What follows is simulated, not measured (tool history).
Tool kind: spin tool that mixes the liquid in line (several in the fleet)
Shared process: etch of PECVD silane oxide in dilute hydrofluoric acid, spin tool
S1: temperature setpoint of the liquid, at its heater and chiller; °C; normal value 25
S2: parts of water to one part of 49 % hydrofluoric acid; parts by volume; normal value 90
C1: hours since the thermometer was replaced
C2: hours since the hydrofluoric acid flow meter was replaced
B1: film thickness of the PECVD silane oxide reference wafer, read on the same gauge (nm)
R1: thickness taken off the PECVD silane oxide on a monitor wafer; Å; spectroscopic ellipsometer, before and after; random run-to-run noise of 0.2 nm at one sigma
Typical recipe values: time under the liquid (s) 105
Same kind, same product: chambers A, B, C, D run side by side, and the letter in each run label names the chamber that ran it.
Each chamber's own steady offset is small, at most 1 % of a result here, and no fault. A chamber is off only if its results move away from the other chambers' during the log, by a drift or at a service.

run 1D day=0.375 | S1=25 S2=90 time_under_the_liquid_(s)=105 | C1=669.9 C2=186.5 | B1=100.060 | R1=279.31
run 2B day=0.725 | S1=25 S2=90 time_under_the_liquid_(s)=105 | C1=426.6 C2=609.4 | B1=100.020 | R1=279.17
run 3A day=1.088 | S1=25 S2=90 time_under_the_liquid_(s)=105 | C1=1274.0 C2=352.3 | B1=99.939 | R1=279.59
run 4C day=1.425 | S1=25 S2=90 time_under_the_liquid_(s)=105 | C1=243.4 C2=1104.0 | B1=100.030 | R1=278.71
run 5B day=1.738 | S1=25 S2=90 time_under_the_liquid_(s)=105 | C1=450.9 C2=633.7 | B1=99.997 | R1=281.28
run 6D day=2.017 | S1=25 S2=90 time_under_the_liquid_(s)=105 | C1=709.3 C2=225.9 | B1=99.944 | R1=275.26
run 7A day=2.392 | S1=25 S2=90 time_under_the_liquid_(s)=105 | C1=1305.3 C2=383.6 | B1=99.989 | R1=279.30
run 8C day=2.808 | S1=25 S2=90 time_under_the_liquid_(s)=105 | C1=276.6 C2=1137.2 | B1=100.010 | R1=280.38
run 9D day=3.158 | S1=25 S2=90 time_under_the_liquid_(s)=105 | C1=736.7 C2=253.3 | B1=100.020 | R1=281.00
run 10C day=3.604 | S1=25 S2=90 time_under_the_liquid_(s)=105 | C1=295.7 C2=1156.3 | B1=100.010 | R1=281.13
run 11A day=4.038 | S1=25 S2=90 time_under_the_liquid_(s)=105 | C1=1344.8 C2=423.1 | B1=100.060 | R1=278.89
run 12B day=4.450 | S1=25 S2=90 time_under_the_liquid_(s)=105 | C1=516.0 C2=698.8 | B1=99.981 | R1=283.94
run 13B day=4.888 | S1=25 S2=90 time_under_the_liquid_(s)=105 | C1=526.5 C2=709.3 | B1=99.985 | R1=287.07
run 14C day=5.258 | S1=25 S2=90 time_under_the_liquid_(s)=105 | C1=335.4 C2=1196.0 | B1=100.010 | R1=282.43
run 15D day=5.596 | S1=25 S2=90 time_under_the_liquid_(s)=105 | C1=795.2 C2=311.8 | B1=100.010 | R1=278.39
run 16A day=5.917 | S1=25 S2=90 time_under_the_liquid_(s)=105 | C1=1389.9 C2=468.2 | B1=100.020 | R1=278.76
run 17C day=6.271 | S1=28 S2=90 time_under_the_liquid_(s)=105 | C1=359.7 C2=1220.3 | B1=99.980 | R1=316.25
run 18A day=6.542 | S1=28 S2=90 time_under_the_liquid_(s)=105 | C1=1404.9 C2=483.2 | B1=100.010 | R1=309.64
run 19B day=6.838 | S1=28 S2=90 time_under_the_liquid_(s)=105 | C1=573.3 C2=756.1 | B1=100.020 | R1=322.83
run 20D day=7.183 | S1=28 S2=90 time_under_the_liquid_(s)=105 | C1=833.3 C2=349.9 | B1=99.983 | R1=313.95
run 21A day=7.688 | S1=25 S2=70 time_under_the_liquid_(s)=105 | C1=1432.4 C2=510.7 | B1=99.925 | R1=364.12
run 22C day=8.058 | S1=25 S2=70 time_under_the_liquid_(s)=105 | C1=402.6 C2=1263.2 | B1=100.030 | R1=369.26
run 23B day=8.304 | S1=25 S2=70 time_under_the_liquid_(s)=105 | C1=608.5 C2=791.3 | B1=100.040 | R1=388.75
run 24D day=8.525 | S1=25 S2=70 time_under_the_liquid_(s)=105 | C1=865.5 C2=382.1 | B1=99.967 | R1=369.72
run 25C day=8.912 | S1=25 S2=90 time_under_the_liquid_(s)=105 | C1=423.1 C2=1283.7 | B1=100.030 | R1=283.77
run 26B day=9.162 | S1=25 S2=90 time_under_the_liquid_(s)=105 | C1=629.1 C2=811.9 | B1=100.000 | R1=294.53
run 27A day=9.562 | S1=25 S2=90 time_under_the_liquid_(s)=105 | C1=1477.4 C2=555.7 | B1=100.020 | R1=280.40
run 28D day=9.829 | S1=25 S2=90 time_under_the_liquid_(s)=105 | C1=896.8 C2=413.4 | B1=99.984 | R1=278.96
run 29C day=10.067 | S1=25 S2=90 time_under_the_liquid_(s)=105 | C1=450.8 C2=1311.4 | B1=100.040 | R1=282.26
run 30A day=10.317 | S1=25 S2=90 time_under_the_liquid_(s)=105 | C1=1495.5 C2=573.8 | B1=100.010 | R1=283.01
run 31B day=10.704 | S1=25 S2=90 time_under_the_liquid_(s)=105 | C1=666.1 C2=848.9 | B1=99.962 | R1=296.84
run 32D day=11.017 | S1=25 S2=90 time_under_the_liquid_(s)=105 | C1=925.3 C2=441.9 | B1=99.990 | R1=282.01

Does one chamber stand apart from the rest, does the shared gauge drift, or is all well apart from small per-chamber offsets? Give the chamber and the most likely cause, where there is one.

Chamber B drifts away from the others.
What lies behind it: liquid hotter than its thermometer reads (K) = 1.72.
Not necessarily distinguishable in this log from: hydrofluoric acid flow above the setpoint (%).

Below are 4 candidate recipes for chamber B's next run, each the usual settings with a change, their results shown as question marks. Which of them brings B's results back in line with what the other chambers give on the usual settings?
A result is in line if it is within this distance of the other chambers' mean on the usual settings: R1 7.00 Å
run 33B-1 day=11.388 | S1=24.5 S2=90 time_under_the_liquid_(s)=105 | R1=?
run 33B-2 day=11.388 | S1=25.5 S2=90 time_under_the_liquid_(s)=105 | R1=?
run 33B-3 day=11.388 | S1=23.5 S2=90 time_under_the_liquid_(s)=105 | R1=?
run 33B-4 day=11.388 | S1=25.0 S2=85 time_under_the_liquid_(s)=105 | R1=?

Mean of the other chambers on the usual settings: R1 279.13 Å
run=33B-1 R1=292.54
run=33B-2 R1=304.28
run=33B-3 R1=281.04
run=33B-4 R1=318.01
With 33B-3, the chamber falls back in line with the rest.

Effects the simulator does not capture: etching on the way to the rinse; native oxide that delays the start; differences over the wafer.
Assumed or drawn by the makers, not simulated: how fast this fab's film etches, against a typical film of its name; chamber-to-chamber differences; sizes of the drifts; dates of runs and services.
